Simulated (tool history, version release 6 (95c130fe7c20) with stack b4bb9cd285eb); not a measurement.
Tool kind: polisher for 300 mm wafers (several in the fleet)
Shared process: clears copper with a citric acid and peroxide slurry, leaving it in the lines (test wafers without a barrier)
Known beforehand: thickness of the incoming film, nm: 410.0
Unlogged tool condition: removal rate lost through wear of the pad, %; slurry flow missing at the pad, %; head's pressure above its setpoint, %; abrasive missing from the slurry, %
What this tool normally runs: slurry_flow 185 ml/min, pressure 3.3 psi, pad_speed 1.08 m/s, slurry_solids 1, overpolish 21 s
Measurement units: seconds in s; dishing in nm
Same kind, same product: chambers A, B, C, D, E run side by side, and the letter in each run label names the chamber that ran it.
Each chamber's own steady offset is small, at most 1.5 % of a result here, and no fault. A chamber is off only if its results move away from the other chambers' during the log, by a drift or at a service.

run	hour	slurry_flow	pressure	pad_speed	slurry_solids	overpolish	wafers polished on this pad	hours since the slurry nozzle was cleaned	hours since the head pressure was calibrated	hours since the slurry blender was calibrated	seconds	dishing
# hour 3.9: chamber C: worn pad replaced by a new one
1A	8.8	185	3.3	1.08	1	21	1278	605	617.2	165.9	144.78	41.471
# hour 12.3: chamber D: worn pad replaced by a new one
2D	16.4	185	3.3	1.08	1	21	31	37.4	1001.6	18.8	145.48	42.478
3C	24.3	185	3.3	1.08	1	21	154	40.5	650.1	299.4	143.82	42.837
# hour 28.7: chamber B: worn pad replaced by a new one
# hour 30.4: chamber E: slurry blender recalibrated
4B	32.9	185	3.3	1.08	1	21	32	269.2	778.5	186.4	142.75	43.259
5E	37.7	145	4	1.08	1	21	1243	526.9	416.3	7.4	125.48	49.599
# hour 39.3: chamber A: worn pad replaced by a new one
6D	44.2	145	4	1.08	1	21	240	65.2	1029.4	46.6	123.38	46.419
7C	51.9	145	4	1.08	1	21	362	68.1	677.7	327	122.78	48.501
# hour 52.3: chamber E: slurry nozzle cleaned
8A	60.3	145	4	1.08	1	21	158	656.5	668.7	217.4	129.48	49.04
9B	65.7	145	4	1.08	1	21	279	302	811.3	219.2	123.62	48.955
# hour 67: chamber B: slurry blender recalibrated
10E	72.9	185	3.3	1.08	1	21	1508	20.7	451.5	42.6	142.16	43.996
11D	81.9	185	3.3	1.08	1	21	524	102.9	1067.1	84.3	150.29	41.752
12B	90.8	185	3.3	1.08	1	21	468	327.1	836.4	23.9	145.38	41.893
# hour 93.6: chamber C: slurry blender recalibrated
13C	95.8	185	3.3	1.34	0.8	21	693	112	721.6	2.2	120.7	50.308
14E	103.2	185	3.3	1.34	0.8	21	1737	51	481.8	72.9	121.8	45.845
# hour 104.4: chamber A: slurry nozzle cleaned
# hour 107: chamber B: worn pad replaced by a new one
15A	107.2	185	3.3	1.34	0.8	21	512	2.9	715.6	264.3	126.01	48.88
16A	114	185	3.3	1.34	0.8	21	563	9.7	722.4	271.1	126.08	47.678
17D	119	185	3.3	1.34	0.8	21	804	140	1104.2	121.4	125.35	49.547
# hour 123.4: chamber D: slurry blender recalibrated
18E	123.4	185	3.3	1.08	1	21	1889	71.2	502	93.1	147	41.096
19C	127.7	185	3.3	1.08	1	21	934	143.9	753.5	34.1	143.13	42.014
20B	132	185	3.3	1.08	1	21	188	368.3	877.6	65.1	141.47	44.446
21B	139	185	3.3	1.08	1	21	241	375.3	884.6	72.1	142.12	41.147
22E	146	185	3.3	1.08	1	21	2059	93.8	524.6	115.7	140.45	40.671
23D	150.5	185	3.3	1.08	1	21	1042	171.5	1135.7	27.2	147.79	42.981
# hour 152.8: chamber D: worn pad replaced by a new one
24C	155.6	185	2.5	1.08	1	33	1144	171.8	781.4	62	189.05	49.453
25A	160.6	185	2.5	1.08	1	33	914	56.3	769	317.7	191.82	48.341
# hour 163.9: chamber A: slurry blender recalibrated
26E	169.4	185	2.5	1.08	1	33	2236	117.2	548	139.1	194.08	47.601
# hour 170: chamber C: head pressure recalibrated
27A	178.4	185	2.5	1.08	1	33	1049	74.1	786.8	14.6	185.48	48.765
# hour 180.1: chamber C: worn pad replaced by a new one
# hour 180.8: chamber B: worn pad replaced by a new one
28D	184.3	185	2.5	1.08	1	33	237	205.3	1169.5	61	190.64	47.037
29B	191.5	185	3.3	1.08	1	21	80	427.8	937.1	124.6	145.71	42.079
30C	198.8	185	3.3	1.08	1	21	141	215	28.9	105.2	142.73	40.118
31A	205.7	185	3.3	1.08	1	21	1254	101.4	814.1	41.9	144.82	42.355
# hour 208.4: chamber B: slurry nozzle cleaned
32E	210.3	185	3.3	1.08	1	21	2544	158.1	588.9	180	155.11	38.739
33D	217.4	185	3.3	1.08	1	21	487	238.4	1202.6	94.1	146.86	42.92
# hour 222.8: chamber A: worn pad replaced by a new one
34C	224.9	185	3.3	1.08	1	21	338	241.1	55	131.3	145.51	43.79
35B	230.3	185	3.3	1.08	1	21	373	21.9	975.9	163.4	141.3	40.812
# hour 231.5: chamber E: slurry blender recalibrated
36A	238.6	185	3.3	1.08	1	21	119	134.3	847	74.8	139.81	43.883
37E	243.2	185	3.3	1.08	1	21	2792	191	621.8	11.7	151.34	40.786
# hour 243.7: chamber D: slurry blender recalibrated
38D	247.8	185	3.3	1.08	1	21	716	268.8	1233	4.1	151.03	42.519
# hour 251.1: chamber B: worn pad replaced by a new one
39B	256.8	185	3.3	1.08	1	21	43	48.4	1002.4	189.9	142.35	40.393
40C	265.8	185	3.3	1.08	1	21	646	282	95.9	172.2	143.87	43.664
41E	270.9	185	3.3	1.08	1	21	3001	218.7	649.5	39.4	154.69	39.048
42A	277.9	185	3.3	1.08	1	21	415	173.6	886.3	114.1	148.25	42.656
43C	283.9	185	3.3	1.08	1	21	783	300.1	114	190.3	141.7	39.846

Read the log: is a single chamber off, either drifting away or since a service, is the gauge that measures every chamber drifting, or is nothing wrong beyond small per-chamber offsets? Name any odd chamber and what most likely caused it.

Chamber E drifts away from the others.
What lies behind it: removal rate lost through wear of the pad, % = 9.72.
The log may not separate it from: slurry flow missing at the pad, %; head's pressure below its setpoint, %.

Here are 4 candidates for chamber E's next run, each the usual settings with a change, their results left as question marks. Which one brings its results back in line with what the others give on the usual settings?
In line means no further than this from the other chambers' mean on the usual settings: seconds 8 s; dishing 3.6 nm
44E-1	290.4	185	3.5	1.12	1	21					?	?
44E-2	290.4	185	3	0.98	1	21					?	?
44E-3	290.4	185	3.6	1.18	1	21					?	?
44E-4	290.4	185	3.1	1.04	1	21					?	?

Usual-settings mean across the other chambers: seconds 144.94 s; dishing 42.012 nm
run	seconds	dishing
44E-1	144.91	41.261
44E-2	191.2	32.033
44E-3	134.06	44.222
44E-4	174.99	34.729
44E-1 puts the chamber back in line with the other chambers.

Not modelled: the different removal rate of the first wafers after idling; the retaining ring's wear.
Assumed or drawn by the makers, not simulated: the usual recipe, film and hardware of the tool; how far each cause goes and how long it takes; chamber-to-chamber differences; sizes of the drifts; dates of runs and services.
